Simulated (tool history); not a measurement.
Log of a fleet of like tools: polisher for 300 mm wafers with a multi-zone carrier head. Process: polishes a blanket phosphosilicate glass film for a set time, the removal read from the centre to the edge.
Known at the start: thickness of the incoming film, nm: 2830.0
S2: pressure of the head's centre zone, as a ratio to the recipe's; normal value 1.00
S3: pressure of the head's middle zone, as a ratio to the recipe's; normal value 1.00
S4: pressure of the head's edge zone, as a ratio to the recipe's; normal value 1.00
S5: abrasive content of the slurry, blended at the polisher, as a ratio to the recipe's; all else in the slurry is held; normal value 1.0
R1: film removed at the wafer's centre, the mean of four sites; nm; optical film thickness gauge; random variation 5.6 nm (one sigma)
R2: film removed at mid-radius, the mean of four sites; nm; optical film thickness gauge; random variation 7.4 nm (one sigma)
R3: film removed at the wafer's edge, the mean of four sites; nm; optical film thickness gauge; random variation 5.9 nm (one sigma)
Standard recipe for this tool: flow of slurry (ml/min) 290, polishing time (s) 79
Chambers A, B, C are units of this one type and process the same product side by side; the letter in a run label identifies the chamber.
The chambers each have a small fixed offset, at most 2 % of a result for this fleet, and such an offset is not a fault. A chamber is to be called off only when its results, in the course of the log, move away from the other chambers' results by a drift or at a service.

{"run": "1B", "day": 0.346, "flow of slurry (ml/min)": 290, "S2": 1.0, "S3": 1.0, "S4": 1.0, "S5": 1.0, "polishing time (s)": 79, "R1": 634.39, "R2": 635.59, "R3": 627.64}
{"day": 0.467, "done": "chamber A: worn pad replaced by a new one"}
{"run": "2A", "day": 0.558, "flow of slurry (ml/min)": 290, "S2": 1.0, "S3": 1.0, "S4": 1.0, "S5": 1.0, "polishing time (s)": 79, "R1": 624.75, "R2": 617.19, "R3": 619.06}
{"run": "3C", "day": 0.896, "flow of slurry (ml/min)": 290, "S2": 1.0, "S3": 1.0, "S4": 1.0, "S5": 1.0, "polishing time (s)": 79, "R1": 644.26, "R2": 632.31, "R3": 628.14}
{"run": "4C", "day": 1.133, "flow of slurry (ml/min)": 290, "S2": 1.0, "S3": 1.0, "S4": 1.0, "S5": 1.0, "polishing time (s)": 79, "R1": 620.6, "R2": 644.96, "R3": 631.31}
{"run": "5A", "day": 1.35, "flow of slurry (ml/min)": 290, "S2": 1.0, "S3": 1.0, "S4": 1.0, "S5": 1.0, "polishing time (s)": 79, "R1": 625.48, "R2": 615.25, "R3": 627.72}
{"run": "6B", "day": 1.621, "flow of slurry (ml/min)": 290, "S2": 1.0, "S3": 1.0, "S4": 1.0, "S5": 1.0, "polishing time (s)": 79, "R1": 638.85, "R2": 628.86, "R3": 622.92}
{"day": 1.767, "done": "chamber B: worn pad replaced by a new one"}
{"run": "7A", "day": 1.775, "flow of slurry (ml/min)": 290, "S2": 1.0, "S3": 1.0, "S4": 1.0, "S5": 1.0, "polishing time (s)": 79, "R1": 637.23, "R2": 611.9, "R3": 635.57}
{"run": "8C", "day": 1.946, "flow of slurry (ml/min)": 290, "S2": 1.0, "S3": 1.0, "S4": 1.0, "S5": 0.9, "polishing time (s)": 79, "R1": 609.49, "R2": 611.09, "R3": 605.55}
{"run": "9B", "day": 2.288, "flow of slurry (ml/min)": 290, "S2": 1.0, "S3": 1.0, "S4": 1.0, "S5": 0.9, "polishing time (s)": 79, "R1": 611.75, "R2": 618.71, "R3": 590.58}
{"run": "10A", "day": 2.538, "flow of slurry (ml/min)": 290, "S2": 1.0, "S3": 1.0, "S4": 1.0, "S5": 0.9, "polishing time (s)": 79, "R1": 604.33, "R2": 585.19, "R3": 604.77}
{"run": "11C", "day": 2.858, "flow of slurry (ml/min)": 290, "S2": 1.0, "S3": 1.0, "S4": 1.0, "S5": 1.0, "polishing time (s)": 79, "R1": 637.69, "R2": 636.54, "R3": 627.08}
{"day": 2.892, "done": "chamber C: worn pad replaced by a new one"}
{"run": "12B", "day": 3.142, "flow of slurry (ml/min)": 290, "S2": 1.0, "S3": 1.0, "S4": 1.0, "S5": 1.0, "polishing time (s)": 79, "R1": 650.56, "R2": 630.3, "R3": 633.73}
{"run": "13A", "day": 3.338, "flow of slurry (ml/min)": 290, "S2": 1.0, "S3": 1.0, "S4": 1.0, "S5": 1.0, "polishing time (s)": 79, "R1": 635.99, "R2": 622.38, "R3": 628.11}
{"run": "14B", "day": 3.583, "flow of slurry (ml/min)": 290, "S2": 1.0, "S3": 1.0, "S4": 1.0, "S5": 1.0, "polishing time (s)": 79, "R1": 648.96, "R2": 636.18, "R3": 624.81}
{"run": "15C", "day": 3.925, "flow of slurry (ml/min)": 290, "S2": 1.0, "S3": 1.0, "S4": 1.0, "S5": 1.0, "polishing time (s)": 79, "R1": 623.61, "R2": 649.97, "R3": 624.43}
{"run": "16B", "day": 4.083, "flow of slurry (ml/min)": 200, "S2": 0.92, "S3": 1.0, "S4": 1.0, "S5": 1.0, "polishing time (s)": 79, "R1": 551.32, "R2": 612.47, "R3": 605.79}
{"run": "17C", "day": 4.279, "flow of slurry (ml/min)": 200, "S2": 0.92, "S3": 1.0, "S4": 1.0, "S5": 1.0, "polishing time (s)": 79, "R1": 540.07, "R2": 592.14, "R3": 610.84}
{"run": "18A", "day": 4.442, "flow of slurry (ml/min)": 200, "S2": 0.92, "S3": 1.0, "S4": 1.0, "S5": 1.0, "polishing time (s)": 79, "R1": 553.51, "R2": 596.88, "R3": 600.53}
{"run": "19A", "day": 4.608, "flow of slurry (ml/min)": 290, "S2": 1.0, "S3": 1.0, "S4": 1.0, "S5": 1.0, "polishing time (s)": 79, "R1": 643.79, "R2": 606.89, "R3": 614.11}
{"run": "20C", "day": 4.779, "flow of slurry (ml/min)": 290, "S2": 1.0, "S3": 1.08, "S4": 1.0, "S5": 1.0, "polishing time (s)": 92, "R1": 729.37, "R2": 791.68, "R3": 720.27}
{"run": "21B", "day": 5.104, "flow of slurry (ml/min)": 290, "S2": 1.0, "S3": 1.08, "S4": 1.0, "S5": 1.0, "polishing time (s)": 92, "R1": 741.29, "R2": 779.17, "R3": 720.62}
{"run": "22B", "day": 5.367, "flow of slurry (ml/min)": 290, "S2": 1.0, "S3": 1.08, "S4": 1.0, "S5": 1.0, "polishing time (s)": 92, "R1": 748.03, "R2": 792.95, "R3": 719.64}
{"day": 5.708, "done": "chamber A: worn pad replaced by a new one"}
{"run": "23C", "day": 5.708, "flow of slurry (ml/min)": 230, "S2": 1.0, "S3": 1.0, "S4": 1.06, "S5": 1.0, "polishing time (s)": 79, "R1": 605.55, "R2": 596.51, "R3": 617.66}
{"run": "24A", "day": 6.008, "flow of slurry (ml/min)": 230, "S2": 1.0, "S3": 1.0, "S4": 1.06, "S5": 1.0, "polishing time (s)": 79, "R1": 621.63, "R2": 597.42, "R3": 638.62}
{"day": 6.146, "done": "chamber B: worn pad replaced by a new one"}
{"run": "25A", "day": 6.167, "flow of slurry (ml/min)": 230, "S2": 1.0, "S3": 1.0, "S4": 1.06, "S5": 1.0, "polishing time (s)": 79, "R1": 624.54, "R2": 616.86, "R3": 631.57}
{"run": "26C", "day": 6.362, "flow of slurry (ml/min)": 290, "S2": 1.0, "S3": 1.0, "S4": 1.0, "S5": 1.0, "polishing time (s)": 79, "R1": 619.85, "R2": 634.92, "R3": 601.48}
{"run": "27B", "day": 6.679, "flow of slurry (ml/min)": 290, "S2": 1.0, "S3": 1.0, "S4": 1.0, "S5": 1.0, "polishing time (s)": 79, "R1": 633.3, "R2": 641.44, "R3": 630.61}
{"run": "28A", "day": 6.975, "flow of slurry (ml/min)": 290, "S2": 1.0, "S3": 1.0, "S4": 1.0, "S5": 1.0, "polishing time (s)": 79, "R1": 634.37, "R2": 612.98, "R3": 631.85}
{"run": "29C", "day": 7.171, "flow of slurry (ml/min)": 290, "S2": 1.0, "S3": 1.0, "S4": 1.0, "S5": 1.0, "polishing time (s)": 79, "R1": 615.99, "R2": 624.07, "R3": 612.29}
{"day": 7.421, "done": "chamber A: slurry nozzle cleaned"}
{"run": "30B", "day": 7.479, "flow of slurry (ml/min)": 290, "S2": 1.0, "S3": 1.0, "S4": 1.0, "S5": 1.0, "polishing time (s)": 79, "R1": 633.88, "R2": 623.15, "R3": 624.84}
{"run": "31A", "day": 7.783, "flow of slurry (ml/min)": 340, "S2": 1.08, "S3": 1.0, "S4": 1.0, "S5": 1.0, "polishing time (s)": 79, "R1": 698.83, "R2": 618.68, "R3": 633.85}
{"run": "32C", "day": 8.117, "flow of slurry (ml/min)": 340, "S2": 1.08, "S3": 1.0, "S4": 1.0, "S5": 1.0, "polishing time (s)": 79, "R1": 673.8, "R2": 620.01, "R3": 621.94}
{"run": "33B", "day": 8.458, "flow of slurry (ml/min)": 340, "S2": 1.08, "S3": 1.0, "S4": 1.0, "S5": 1.0, "polishing time (s)": 79, "R1": 698.11, "R2": 649.08, "R3": 633.92}
{"run": "34B", "day": 8.642, "flow of slurry (ml/min)": 210, "S2": 1.0, "S3": 1.11, "S4": 1.0, "S5": 1.0, "polishing time (s)": 79, "R1": 607.91, "R2": 667.25, "R3": 616.5}
{"run": "35A", "day": 8.9, "flow of slurry (ml/min)": 210, "S2": 1.0, "S3": 1.11, "S4": 1.0, "S5": 1.0, "polishing time (s)": 79, "R1": 608.66, "R2": 661.46, "R3": 618.08}
{"run": "36C", "day": 9.067, "flow of slurry (ml/min)": 210, "S2": 1.0, "S3": 1.11, "S4": 1.0, "S5": 1.0, "polishing time (s)": 79, "R1": 556.43, "R2": 612.57, "R3": 575.61}
{"run": "37B", "day": 9.375, "flow of slurry (ml/min)": 290, "S2": 0.96, "S3": 1.0, "S4": 1.0, "S5": 1.0, "polishing time (s)": 79, "R1": 604.07, "R2": 647.99, "R3": 620.83}

Is one chamber off against the others, does the gauge drift, or is nothing wrong? If a chamber is off, say which, and what the likeliest cause is.

One chamber, C, drifts off from the rest bit by bit.
What lies behind it: slurry flow missing at the pad, % = 41.5.

Below are 4 candidate recipes for chamber C's next run, each the usual settings with a change, their results shown as question marks. Which of them brings C's results back in line with what the other chambers give on the usual settings?
In line means no further than this from the other chambers' mean on the usual settings: R1 20.00 nm; R2 26.00 nm; R3 20.00 nm
{"run": "38C-1", "day": 9.625, "flow of slurry (ml/min)": 295, "S2": 1.03, "S3": 1.01, "S4": 0.99, "S5": 1.0, "polishing time (s)": 83, "R1": "?", "R2": "?", "R3": "?"}
{"run": "38C-2", "day": 9.625, "flow of slurry (ml/min)": 285, "S2": 0.97, "S3": 0.99, "S4": 1.01, "S5": 1.0, "polishing time (s)": 75, "R1": "?", "R2": "?", "R3": "?"}
{"run": "38C-3", "day": 9.625, "flow of slurry (ml/min)": 290, "S2": 1.01, "S3": 1.0, "S4": 1.0, "S5": 1.0, "polishing time (s)": 80, "R1": "?", "R2": "?", "R3": "?"}
{"run": "38C-4", "day": 9.625, "flow of slurry (ml/min)": 290, "S2": 0.99, "S3": 1.0, "S4": 1.0, "S5": 1.0, "polishing time (s)": 78, "R1": "?", "R2": "?", "R3": "?"}

What the other chambers average on the usual settings: R1 633.51 nm; R2 625.86 nm; R3 625.90 nm
run=38C-1 R1=638.14 R2=630.43 R3=622.08
run=38C-2 R1=535.81 R2=556.22 R3=565.81
run=38C-3 R1=599.86 R2=600.45 R3=601.59
run=38C-4 R1=572.01 R2=585.51 R3=586.55
38C-1 brings the chamber back in line.
